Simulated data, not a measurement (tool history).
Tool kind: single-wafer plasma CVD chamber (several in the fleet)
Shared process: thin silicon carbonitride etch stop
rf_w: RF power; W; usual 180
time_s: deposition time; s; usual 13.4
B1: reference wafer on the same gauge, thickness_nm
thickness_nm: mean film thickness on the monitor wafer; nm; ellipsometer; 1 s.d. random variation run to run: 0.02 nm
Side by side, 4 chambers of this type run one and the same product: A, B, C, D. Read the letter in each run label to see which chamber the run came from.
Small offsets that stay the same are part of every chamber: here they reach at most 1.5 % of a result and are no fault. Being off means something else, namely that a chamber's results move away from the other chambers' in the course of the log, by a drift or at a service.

run 1A hour=4.2 | rf_w=180 time_s=13.4 | B1=6.3927 | thickness_nm=7.4936
run 2D hour=11.9 | rf_w=180 time_s=13.4 | B1=6.3908 | thickness_nm=7.3801
run 3C hour=15.9 | rf_w=180 time_s=13.4 | B1=6.3891 | thickness_nm=7.3849
run 4B hour=20.5 | rf_w=180 time_s=13.4 | B1=6.3903 | thickness_nm=7.4115
run 5C hour=26.5 | rf_w=180 time_s=13.4 | B1=6.388 | thickness_nm=7.3768
run 6A hour=32.8 | rf_w=180 time_s=13.4 | B1=6.3874 | thickness_nm=7.4723
run 7B hour=39 | rf_w=180 time_s=13.4 | B1=6.3895 | thickness_nm=7.4203
run 8D hour=46.8 | rf_w=180 time_s=13.4 | B1=6.3878 | thickness_nm=7.3416
run 9B hour=55 | rf_w=180 time_s=13.4 | B1=6.3946 | thickness_nm=7.4054
run 10D hour=58.7 | rf_w=180 time_s=11.8 | B1=6.3889 | thickness_nm=6.4434
run 11C hour=63.2 | rf_w=180 time_s=11.8 | B1=6.3973 | thickness_nm=6.5454
run 12A hour=68.8 | rf_w=180 time_s=11.8 | B1=6.3891 | thickness_nm=6.5878
run 13B hour=77.2 | rf_w=180 time_s=11.8 | B1=6.3927 | thickness_nm=6.5176
run 14A hour=82.7 | rf_w=180 time_s=12.2 | B1=6.3918 | thickness_nm=6.8322
run 15D hour=90.6 | rf_w=180 time_s=12.2 | B1=6.3933 | thickness_nm=6.694
run 16C hour=97.7 | rf_w=180 time_s=12.2 | B1=6.3919 | thickness_nm=6.7319
run 17C hour=102.4 | rf_w=180 time_s=12.2 | B1=6.3917 | thickness_nm=6.7752
run 18A hour=110.4 | rf_w=180 time_s=13.4 | B1=6.3932 | thickness_nm=7.4896
run 19B hour=114.8 | rf_w=180 time_s=13.4 | B1=6.388 | thickness_nm=7.4254
run 20D hour=119.1 | rf_w=180 time_s=13.4 | B1=6.3932 | thickness_nm=7.3203
run 21D hour=124.3 | rf_w=180 time_s=12 | B1=6.3932 | thickness_nm=6.5673
run 22A hour=131 | rf_w=180 time_s=12 | B1=6.3962 | thickness_nm=6.7254
run 23B hour=137.3 | rf_w=180 time_s=12 | B1=6.3882 | thickness_nm=6.5838
run 24C hour=142.6 | rf_w=180 time_s=12 | B1=6.3863 | thickness_nm=6.6337

Which is it: a chamber that has drifted or been left off by a service, a gauge drift common to all chambers, or only each chamber's usual small offset? If a chamber is off, name it and its likeliest cause.

No chamber is off and the gauge is stable; the differences are just each chamber's small, constant offset.
